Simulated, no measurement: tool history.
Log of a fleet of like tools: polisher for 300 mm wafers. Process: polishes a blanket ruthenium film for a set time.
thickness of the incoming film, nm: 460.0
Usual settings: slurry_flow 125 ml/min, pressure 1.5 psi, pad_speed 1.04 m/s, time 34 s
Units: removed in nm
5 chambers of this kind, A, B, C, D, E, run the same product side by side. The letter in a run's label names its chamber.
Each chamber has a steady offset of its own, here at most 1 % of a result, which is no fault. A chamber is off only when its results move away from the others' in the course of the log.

run     day  slurry_flow  pressure  pad_speed  time  removed
      0.225  -- chamber A: slurry nozzle cleaned
 1E   0.442          125       1.5       1.04    34   26.113
      0.467  -- chamber D: worn pad replaced by a new one
      0.821  -- chamber C: worn pad replaced by a new one
 2D   0.825          125       1.5       1.04    34   25.394
 3C   1.142          125       1.5       1.04    34   25.409
 4B   1.533          125       1.5       1.04    34   25.898
      1.575  -- chamber C: head pressure recalibrated
 5A   1.888          125       1.5       1.04    34   26.310
      2.150  -- chamber E: worn pad replaced by a new one
 6D   2.196          125       1.5       1.04    34   25.960
      2.562  -- chamber A: head pressure recalibrated
 7E   2.658          125       1.5       1.04    34   26.108
 8A   2.950          125       1.5       1.04    34   26.444
 9B   3.308          125       1.5       1.04    34   25.558
10C   3.654          125       1.5       1.04    34   25.847
      3.658  -- chamber A: worn pad replaced by a new one
11E   4.138          125       1.5       1.04    34   25.834
12A   4.396          125       1.5       1.04    34   26.061
13D   4.925          125       1.5       1.04    40   30.910
14B   5.267          125       1.5       1.04    40   30.425
15C   5.646          125       1.5       1.04    40   30.319
16A   5.892          125       1.5       1.04    40   30.850
      5.962  -- chamber B: head pressure recalibrated
      5.979  -- chamber D: worn pad replaced by a new one
      6.021  -- chamber B: worn pad replaced by a new one
      6.317  -- chamber C: slurry nozzle cleaned
17B   6.388          125       1.5       1.04    40   29.725
18C   6.725          125       1.5       1.04    34   25.717
19E   7.225          125       1.5       1.04    34   26.155
20D   7.467          125       1.5       1.04    34   26.083
21E   7.892          125       1.5       1.04    34   25.495
22C   8.171          125       1.5       1.04    34   25.700
      8.296  -- chamber C: worn pad replaced by a new one
      8.429  -- chamber E: worn pad replaced by a new one
23B   8.529          125       1.5       1.04    34   24.878
24A   9.004          125       1.7       0.76    34   21.489
25D   9.500          125       1.7       0.76    34   20.677
26A   9.917          125       1.7       0.76    34   21.513
27E  10.329          125       1.7       0.76    34   21.177
28B  10.604          125       1.7       0.76    34   19.916
     11.058  -- chamber D: worn pad replaced by a new one
29D  11.092          125       1.5       1.04    34   25.863
30C  11.525          125       1.5       1.04    34   25.322
31C  11.900          125       1.5       1.04    34   25.585
32B  12.329          125       1.5       1.04    34   23.201
33D  12.562          125       1.5       1.04    34   25.957

Next, every chamber runs the same settings. What will each give?
34A  12.954          125       1.5       1.04    34        ?
34B  12.954          125       1.5       1.04    34        ?
34C  12.954          125       1.5       1.04    34        ?
34D  12.954          125       1.5       1.04    34        ?
34E  12.954          125       1.5       1.04    34        ?

run  removed
34A   25.942
34B   23.084
34C   25.539
34D   25.436
34E   25.922

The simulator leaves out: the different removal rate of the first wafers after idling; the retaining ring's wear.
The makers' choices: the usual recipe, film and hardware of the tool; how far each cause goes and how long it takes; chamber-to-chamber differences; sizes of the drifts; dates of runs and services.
